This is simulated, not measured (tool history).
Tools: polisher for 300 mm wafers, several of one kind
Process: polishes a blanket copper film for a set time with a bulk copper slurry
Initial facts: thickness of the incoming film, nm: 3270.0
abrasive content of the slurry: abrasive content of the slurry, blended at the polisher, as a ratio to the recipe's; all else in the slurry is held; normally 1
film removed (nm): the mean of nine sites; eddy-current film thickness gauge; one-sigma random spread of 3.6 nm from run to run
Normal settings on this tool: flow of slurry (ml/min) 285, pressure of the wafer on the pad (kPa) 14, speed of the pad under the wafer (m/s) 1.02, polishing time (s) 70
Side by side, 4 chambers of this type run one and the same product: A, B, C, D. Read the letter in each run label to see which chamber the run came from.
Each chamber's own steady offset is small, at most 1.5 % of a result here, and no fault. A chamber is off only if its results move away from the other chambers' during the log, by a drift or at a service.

run	day	flow of slurry (ml/min)	pressure of the wafer on the pad (kPa)	speed of the pad under the wafer (m/s)	abrasive content of the slurry	polishing time (s)	wafers polished on this pad	hours since the slurry nozzle was cleaned	hours since the head pressure was calibrated	hours since the slurry blender was calibrated	film removed (nm)
1C	0.3	285	14	1.02	1	70	754	535.4	146.3	152.3	464.04
# day 0.471: chamber D: slurry blender recalibrated
2A	0.588	285	14	1.02	1	70	414	59.1	163.7	238	468
# day 0.742: chamber C: slurry nozzle cleaned
# day 0.762: chamber C: worn pad replaced by a new one
3D	1.171	285	14	1.02	1	70	438	169.6	486.4	16.8	464.65
4B	1.833	285	14	1.02	1	70	814	149.2	695.3	268.3	455.81
# day 2: chamber D: worn pad replaced by a new one
5B	2.35	285	14	1.02	1.15	63	906	161.6	707.7	280.7	424.39
6A	2.808	285	14	1.02	1.15	63	809	112.4	217	291.3	427.49
# day 2.846: chamber A: slurry blender recalibrated
# day 2.95: chamber B: worn pad replaced by a new one
7D	3.429	285	14	1.02	1.15	63	253	223.8	540.6	71	433.1
8C	4.046	285	14	1.02	1.15	63	583	79.4	236.2	242.2	440.4
9A	4.404	285	14	1.02	1	70	1092	150.7	255.3	37.4	459.77
# day 4.508: chamber A: worn pad replaced by a new one
10C	4.842	285	14	1.02	1	70	724	98.5	255.3	261.3	466.08
# day 4.896: chamber C: worn pad replaced by a new one
11B	5.404	285	14	1.02	1	70	436	234.9	781	354	464.41
# day 5.825: chamber D: worn pad replaced by a new one
# day 5.879: chamber D: head pressure recalibrated
12D	5.904	285	14	1.02	1	70	14	283.2	0.6	130.4	466.46
13B	6.438	285	14	1.02	1	70	619	259.7	805.8	378.8	458.77
14A	6.992	285	14	1.02	1	70	441	212.8	317.4	99.5	469.42
# day 7.192: chamber D: slurry nozzle cleaned
15D	7.442	285	14	1.02	1	70	287	6	37.5	167.3	466.76
# day 7.562: chamber B: worn pad replaced by a new one
16C	7.946	285	14	1.02	1	70	542	173	329.8	335.8	473.26
# day 8.421: chamber B: slurry blender recalibrated
17D	8.575	285	14	1.02	1	70	488	33.2	64.7	194.5	462.6
# day 9.125: chamber B: slurry nozzle cleaned
18B	9.171	285	14	1.02	1	70	285	1.1	871.4	18	453.11
# day 9.4: chamber D: worn pad replaced by a new one
19A	9.479	285	14	1.02	1	70	883	272.5	377.1	159.2	465.95
# day 9.767: chamber C: worn pad replaced by a new one
20C	9.925	285	14	1.02	1	70	28	220.5	377.3	383.3	470.97
# day 9.954: chamber A: worn pad replaced by a new one
21D	10.583	285	14	1.02	1	70	210	81.4	112.9	242.7	466.94
22A	11.096	285	14	1.02	1	70	203	311.3	415.9	198	467.97
23B	11.671	285	14	1.18	1	85	730	61.1	931.4	78	634.11
24C	12.075	285	14	1.18	1	85	410	272.1	428.9	434.9	677.34
# day 12.304: chamber A: head pressure recalibrated
25B	12.367	285	14	1.18	1	85	853	77.8	948.1	94.7	643.86
# day 12.679: chamber D: worn pad replaced by a new one
# day 12.683: chamber B: worn pad replaced by a new one
26C	12.717	285	14	1.18	1	85	524	287.5	444.3	450.3	671.53
27D	13.333	285	14	1.02	1	70	116	147.4	178.9	308.7	461.35
28A	13.658	285	14	1.02	1	70	658	372.8	32.5	259.5	466.68
# day 13.967: chamber C: slurry blender recalibrated
29C	14.033	285	14	1.02	1	70	758	319.1	475.9	1.7	477.28
30D	14.592	285	14	1.02	1	70	340	177.6	209.1	338.9	465.99
# day 14.858: chamber C: worn pad replaced by a new one
31A	15.167	285	14	1.02	1	70	926	409	68.7	295.7	460.77
32B	15.654	285	14	1.02	1	70	527	156.7	1027	173.6	462.88
# day 15.742: chamber A: worn pad replaced by a new one
# day 16.021: chamber A: slurry blender recalibrated
33B	16.242	285	14	1.02	1	70	632	170.8	1041.1	187.7	456.41
# day 16.396: chamber D: worn pad replaced by a new one
34A	16.821	285	14	1.02	1	70	192	448.7	108.4	19.3	463.53
# day 16.9: chamber D: slurry blender recalibrated
35D	17.412	285	14	1.32	1	56	181	245.3	276.8	12.3	483.06
36C	17.846	285	14	1.32	1	56	531	410.6	567.4	93.2	501.53
37C	18.208	285	14	1.32	1	56	595	419.3	576.1	101.9	502.38
# day 18.212: chamber B: worn pad replaced by a new one
38A	18.667	285	14	1.32	1	56	520	493	152.7	63.6	482.94
39B	19.021	285	14	1.02	1	70	144	237.5	1107.8	254.4	463

Has any chamber moved away from the others, gradually or after a service, or does the common gauge drift, or do the chambers differ only by their own small steady offsets? State the chamber and the most likely cause if one applies.

Chamber C drifts away from the others.
Cause: head's pressure above its setpoint, % = 4.29.

Which of the 4 candidates below, each the usual settings with something changed and its results left as question marks, puts chamber C back in line with what the other chambers give on the usual settings?
Allowed miss from the other chambers' usual-settings mean, per result, to count as in line: film removed (nm) 13
40C-1	19.504	285	13.8	1	1	68					?
40C-2	19.504	285	13.1	1	1	68					?
40C-3	19.504	285	13.8	1.04	1	72					?
40C-4	19.504	285	13.8	1.14	1	70					?

What the other chambers average on the usual settings: film removed (nm) 462.57
run	film removed (nm)
40C-1	464.28
40C-2	440.87
40C-3	511.11
40C-4	544.34
The right change is 40C-1: it brings the chamber back within the allowed miss of the others.
